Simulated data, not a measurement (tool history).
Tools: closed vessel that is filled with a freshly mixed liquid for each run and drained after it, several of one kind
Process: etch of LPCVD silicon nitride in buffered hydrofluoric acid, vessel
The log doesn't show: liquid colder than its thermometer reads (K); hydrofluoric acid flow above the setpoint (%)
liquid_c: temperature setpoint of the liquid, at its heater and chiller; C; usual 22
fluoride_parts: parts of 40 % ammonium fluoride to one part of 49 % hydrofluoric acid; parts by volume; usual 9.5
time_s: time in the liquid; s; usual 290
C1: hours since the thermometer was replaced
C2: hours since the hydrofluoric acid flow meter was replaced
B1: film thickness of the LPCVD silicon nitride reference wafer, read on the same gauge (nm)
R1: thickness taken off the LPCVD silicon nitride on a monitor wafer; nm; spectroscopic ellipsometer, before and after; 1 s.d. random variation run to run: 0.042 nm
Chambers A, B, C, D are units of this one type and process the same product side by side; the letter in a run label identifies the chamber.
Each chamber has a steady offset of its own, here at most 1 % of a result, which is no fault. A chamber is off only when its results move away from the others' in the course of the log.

{"run": "1C", "hour": 7.2, "liquid_c": 22, "fluoride_parts": 9.5, "time_s": 290, "C1": 2353.7, "C2": 102.9, "B1": 129.95, "R1": 4.3613}
{"run": "2D", "hour": 13.5, "liquid_c": 22, "fluoride_parts": 9.5, "time_s": 290, "C1": 309.2, "C2": 1148.9, "B1": 130.02, "R1": 4.2882}
{"run": "3B", "hour": 19.9, "liquid_c": 22, "fluoride_parts": 9.5, "time_s": 290, "C1": 1571.8, "C2": 1090.0, "B1": 130.03, "R1": 4.3682}
{"run": "4A", "hour": 27.1, "liquid_c": 22, "fluoride_parts": 9.5, "time_s": 290, "C1": 825.7, "C2": 107.7, "B1": 129.97, "R1": 4.353}
{"run": "5B", "hour": 32.0, "liquid_c": 22, "fluoride_parts": 9.5, "time_s": 290, "C1": 1583.9, "C2": 1102.1, "B1": 130.04, "R1": 4.361}
{"run": "6A", "hour": 38.4, "liquid_c": 22, "fluoride_parts": 9.5, "time_s": 290, "C1": 837.0, "C2": 119.0, "B1": 129.99, "R1": 4.3705}
{"run": "7C", "hour": 43.8, "liquid_c": 22, "fluoride_parts": 9.5, "time_s": 290, "C1": 2390.3, "C2": 139.5, "B1": 130.02, "R1": 4.3127}
{"run": "8D", "hour": 50.2, "liquid_c": 22, "fluoride_parts": 9.5, "time_s": 290, "C1": 345.9, "C2": 1185.6, "B1": 129.94, "R1": 4.3591}
{"run": "9A", "hour": 55.3, "liquid_c": 22, "fluoride_parts": 12.5, "time_s": 130, "C1": 853.9, "C2": 135.9, "B1": 130.02, "R1": 1.4878}
{"run": "10C", "hour": 62.2, "liquid_c": 22, "fluoride_parts": 12.5, "time_s": 130, "C1": 2408.7, "C2": 157.9, "B1": 129.99, "R1": 1.5246}
{"run": "11D", "hour": 68.4, "liquid_c": 22, "fluoride_parts": 12.5, "time_s": 130, "C1": 364.1, "C2": 1203.8, "B1": 130.01, "R1": 1.5164}
{"run": "12B", "hour": 74.2, "liquid_c": 22, "fluoride_parts": 12.5, "time_s": 130, "C1": 1626.1, "C2": 1144.3, "B1": 130.01, "R1": 1.4961}
{"run": "13D", "hour": 78.0, "liquid_c": 22, "fluoride_parts": 9.5, "time_s": 290, "C1": 373.7, "C2": 1213.4, "B1": 129.99, "R1": 4.3049}
{"run": "14B", "hour": 83.0, "liquid_c": 22, "fluoride_parts": 9.5, "time_s": 290, "C1": 1634.9, "C2": 1153.1, "B1": 130.0, "R1": 4.3259}
{"run": "15C", "hour": 90.0, "liquid_c": 22, "fluoride_parts": 9.5, "time_s": 290, "C1": 2436.5, "C2": 185.7, "B1": 129.98, "R1": 4.4327}
{"run": "16A", "hour": 97.0, "liquid_c": 22, "fluoride_parts": 9.5, "time_s": 290, "C1": 895.6, "C2": 177.6, "B1": 130.01, "R1": 4.165}
{"run": "17D", "hour": 102.0, "liquid_c": 22, "fluoride_parts": 9.5, "time_s": 290, "C1": 397.7, "C2": 1237.4, "B1": 129.96, "R1": 4.4196}
{"run": "18B", "hour": 105.6, "liquid_c": 22, "fluoride_parts": 9.5, "time_s": 290, "C1": 1657.5, "C2": 1175.7, "B1": 130.03, "R1": 4.3111}
{"run": "19A", "hour": 113.6, "liquid_c": 22, "fluoride_parts": 9.5, "time_s": 445, "C1": 912.2, "C2": 194.2, "B1": 130.0, "R1": 6.4062}
{"run": "20C", "hour": 117.2, "liquid_c": 22, "fluoride_parts": 9.5, "time_s": 445, "C1": 2463.7, "C2": 212.9, "B1": 129.98, "R1": 6.7936}
{"run": "21D", "hour": 125.2, "liquid_c": 22, "fluoride_parts": 9.5, "time_s": 445, "C1": 420.9, "C2": 1260.6, "B1": 130.03, "R1": 6.6}
{"run": "22B", "hour": 133.3, "liquid_c": 22, "fluoride_parts": 9.5, "time_s": 445, "C1": 1685.2, "C2": 1203.4, "B1": 129.98, "R1": 6.681}
{"run": "23C", "hour": 139.2, "liquid_c": 22, "fluoride_parts": 9.5, "time_s": 290, "C1": 2485.7, "C2": 234.9, "B1": 129.97, "R1": 4.4201}
{"run": "24A", "hour": 146.1, "liquid_c": 22, "fluoride_parts": 9.5, "time_s": 290, "C1": 944.7, "C2": 226.7, "B1": 129.99, "R1": 4.0702}
{"run": "25B", "hour": 152.9, "liquid_c": 22, "fluoride_parts": 9.5, "time_s": 290, "C1": 1704.8, "C2": 1223.0, "B1": 129.96, "R1": 4.2914}

The same settings go to every chamber for the next run, one line per chamber below. Forecast the results for each:
{"run": "26A", "hour": 158.8, "liquid_c": 22, "fluoride_parts": 9.5, "time_s": 290, "R1": "?"}
{"run": "26B", "hour": 158.8, "liquid_c": 22, "fluoride_parts": 9.5, "time_s": 290, "R1": "?"}
{"run": "26C", "hour": 158.8, "liquid_c": 22, "fluoride_parts": 9.5, "time_s": 290, "R1": "?"}
{"run": "26D", "hour": 158.8, "liquid_c": 22, "fluoride_parts": 9.5, "time_s": 290, "R1": "?"}

run=26A R1=4.0765
run=26B R1=4.3131
run=26C R1=4.3886
run=26D R1=4.3935
